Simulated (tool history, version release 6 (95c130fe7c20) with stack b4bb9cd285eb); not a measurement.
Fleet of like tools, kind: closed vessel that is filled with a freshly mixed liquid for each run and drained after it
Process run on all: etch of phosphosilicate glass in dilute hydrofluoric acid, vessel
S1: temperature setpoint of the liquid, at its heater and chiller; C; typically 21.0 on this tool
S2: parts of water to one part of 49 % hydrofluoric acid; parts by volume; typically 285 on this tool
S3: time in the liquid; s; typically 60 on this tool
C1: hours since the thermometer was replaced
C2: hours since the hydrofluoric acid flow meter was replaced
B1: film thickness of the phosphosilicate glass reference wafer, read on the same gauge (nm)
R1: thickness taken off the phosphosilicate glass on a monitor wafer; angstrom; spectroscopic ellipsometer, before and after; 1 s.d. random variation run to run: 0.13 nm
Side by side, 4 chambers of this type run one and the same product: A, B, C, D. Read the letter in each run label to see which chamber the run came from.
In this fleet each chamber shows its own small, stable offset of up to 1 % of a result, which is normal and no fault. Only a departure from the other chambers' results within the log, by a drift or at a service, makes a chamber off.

run,hour,S1,S2,S3,C1,C2,B1,R1
# hour 2.2: chamber D: hydrofluoric acid flow meter replaced
1A,6.3,21.0,285,60,1082.2,1616.0,60.011,147.990
2D,14.6,21.0,285,60,1167.1,12.5,59.976,148.180
3B,22.0,21.0,285,60,319.6,778.2,59.999,144.850
4C,26.4,21.0,285,60,170.9,902.2,59.987,145.070
5A,33.6,21.0,285,60,1109.5,1643.3,60.021,148.030
6D,38.4,21.0,285,60,1190.9,36.3,60.028,150.010
7C,43.7,21.0,285,60,188.2,919.5,60.015,146.810
8B,49.3,21.0,350,40,346.9,805.5,60.018,73.952
9D,55.9,21.0,350,40,1208.4,53.8,60.017,75.709
10B,59.8,21.0,350,40,357.4,816.0,59.990,75.411
11C,68.0,21.0,350,40,212.5,943.8,59.959,76.087
12A,75.5,21.0,285,60,1151.4,1685.2,60.049,150.170
13A,81.3,23.5,285,35,1157.2,1691.0,59.995,95.053
# hour 85.5: chamber B: hydrofluoric acid flow meter replaced
14B,86.0,23.5,285,35,383.6,0.5,60.008,94.981
15C,92.3,23.5,285,35,236.8,968.1,60.032,93.470
16D,101.1,23.5,285,35,1253.6,99.0,59.991,94.435
17B,109.7,18.0,205,60,407.3,24.2,60.020,196.080
18C,113.9,18.0,205,60,258.4,989.7,59.974,197.360
19A,118.7,18.0,205,60,1194.6,1728.4,59.971,194.710
20D,125.5,18.0,205,60,1278.0,123.4,60.005,196.830
21C,133.8,21.0,285,60,278.3,1009.6,60.003,147.990
22B,139.5,21.0,285,30,437.1,54.0,60.008,73.527
23D,143.5,21.0,285,30,1296.0,141.4,59.973,73.615
24A,150.4,21.0,285,30,1226.3,1760.1,59.995,72.801
25A,158.3,21.0,285,30,1234.2,1768.0,60.064,72.936
26B,166.1,21.0,285,60,463.7,80.6,59.993,146.470
27C,175.0,21.0,285,60,319.5,1050.8,60.005,146.860
28D,181.6,21.0,285,60,1334.1,179.5,60.021,145.320
29B,190.3,21.0,285,60,487.9,104.8,59.983,146.280

Which is it: a chamber that has drifted or been left off by a service, a gauge drift common to all chambers, or only each chamber's usual small offset? If a chamber is off, name it and its likeliest cause.

Beyond each chamber's small constant offset nothing stands out, and the gauge stays steady.

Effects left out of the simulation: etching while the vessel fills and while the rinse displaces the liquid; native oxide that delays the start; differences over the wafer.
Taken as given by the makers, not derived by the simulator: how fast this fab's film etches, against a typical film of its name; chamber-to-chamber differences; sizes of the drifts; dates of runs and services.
